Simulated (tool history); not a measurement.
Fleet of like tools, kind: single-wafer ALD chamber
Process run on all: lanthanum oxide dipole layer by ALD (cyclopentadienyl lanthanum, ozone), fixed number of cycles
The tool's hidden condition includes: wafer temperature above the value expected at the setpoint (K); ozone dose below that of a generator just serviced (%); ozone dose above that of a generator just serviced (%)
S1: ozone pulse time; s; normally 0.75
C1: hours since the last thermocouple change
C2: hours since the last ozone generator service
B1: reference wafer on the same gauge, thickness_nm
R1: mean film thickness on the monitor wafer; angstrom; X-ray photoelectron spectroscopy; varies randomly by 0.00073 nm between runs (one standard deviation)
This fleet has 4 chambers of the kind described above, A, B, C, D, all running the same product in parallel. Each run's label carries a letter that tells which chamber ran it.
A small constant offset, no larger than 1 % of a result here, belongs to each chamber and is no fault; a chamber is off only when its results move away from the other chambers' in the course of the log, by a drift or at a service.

run   hour    S1      C1     C2       B1      R1
 1B    5.1  0.75   584.6  453.5  0.46806  4.5137
 2A    9.5  0.75   714.3  630.4  0.46825  4.5159
 3D   15.1  0.75   835.9  347.5  0.46818  4.5003
 4C   21.2  0.75  1109.2   48.7  0.46833  4.4445
 5B   28.7  0.75   608.2  477.1  0.46846  4.5137
 6D   34.4  0.75   855.2  366.8   0.4685  4.5046
 7A   38.1  0.75   742.9    659  0.46856  4.5044
 8C   45.7  0.75  1133.7   73.2  0.46868  4.4554
 9D     51  0.88   871.8  383.4  0.46871  4.7985
10A   58.6  0.88   763.4  679.5  0.46864  4.8126
11B     63  0.88   642.5  511.4  0.46884  4.8251
12C   66.5  0.88  1154.5     94  0.46897    4.74
13C   74.4  0.75  1162.4  101.9  0.46881  4.4566
14D     79  0.75   899.8  411.4  0.46895  4.4993
15A   84.6  0.75   789.4  705.5   0.4691   4.504
16B   92.1  0.75   671.6  540.5  0.46918   4.524
17D    100  0.75   920.8  432.4  0.46929  4.5135
18A  107.1  0.49   811.9    728  0.46946  3.6175
19B  114.4  0.49   693.9  562.8  0.46939  3.6371
20C  121.3  0.49  1209.3  148.8   0.4697  3.6101
21B  128.2  0.49   707.7  576.6  0.46946  3.6361
22D  133.8  0.75   954.6  466.2  0.46946  4.5227
23A    141  0.75   845.8  761.9  0.46972  4.5285
24C  147.5  0.75  1235.5    175  0.46987  4.4766
25A  151.4  0.75   856.2  772.3  0.46988  4.5072
26D  158.9  0.75   979.7  491.3  0.47014  4.5213
27C  165.9  0.65  1253.9  193.4  0.47019  4.1894
28B  171.6  0.65   751.1    620  0.46997  4.2381
29C  177.3  0.65  1265.3  204.8  0.47031  4.1931
30A    185  0.65   889.8  805.9  0.47013  4.2274
31D  190.1  0.75  1010.9  522.5  0.47048  4.5246
32B  194.2  0.75   773.7  642.6  0.47055  4.5344
33D  199.3  0.75  1020.1  531.7   0.4705  4.5194
34A  202.8  0.75   907.6  823.7   0.4706  4.5226
35B  208.6  0.75   788.1    657  0.47063  4.5329
36C  215.6  0.75  1303.6  243.1  0.47072  4.4794
37C  222.4  0.75  1310.4  249.9  0.47079  4.4886
38B  229.5   0.9     809  677.9  0.47071  4.8778
39D  236.9   0.9  1057.7  569.3  0.47092  4.8622
40A  241.8   0.9   946.6  862.7    0.471  4.8628
41B  245.9   0.9   825.4  694.3  0.47101  4.9018

All 4 chambers run these settings next. Forecast each chamber's results:
42A  251.6  0.75               ?
42B  251.6  0.75               ?
42C  251.6  0.75               ?
42D  251.6  0.75               ?

run      R1
42A  4.5347
42B  4.5421
42C  4.4745
42D  4.5286

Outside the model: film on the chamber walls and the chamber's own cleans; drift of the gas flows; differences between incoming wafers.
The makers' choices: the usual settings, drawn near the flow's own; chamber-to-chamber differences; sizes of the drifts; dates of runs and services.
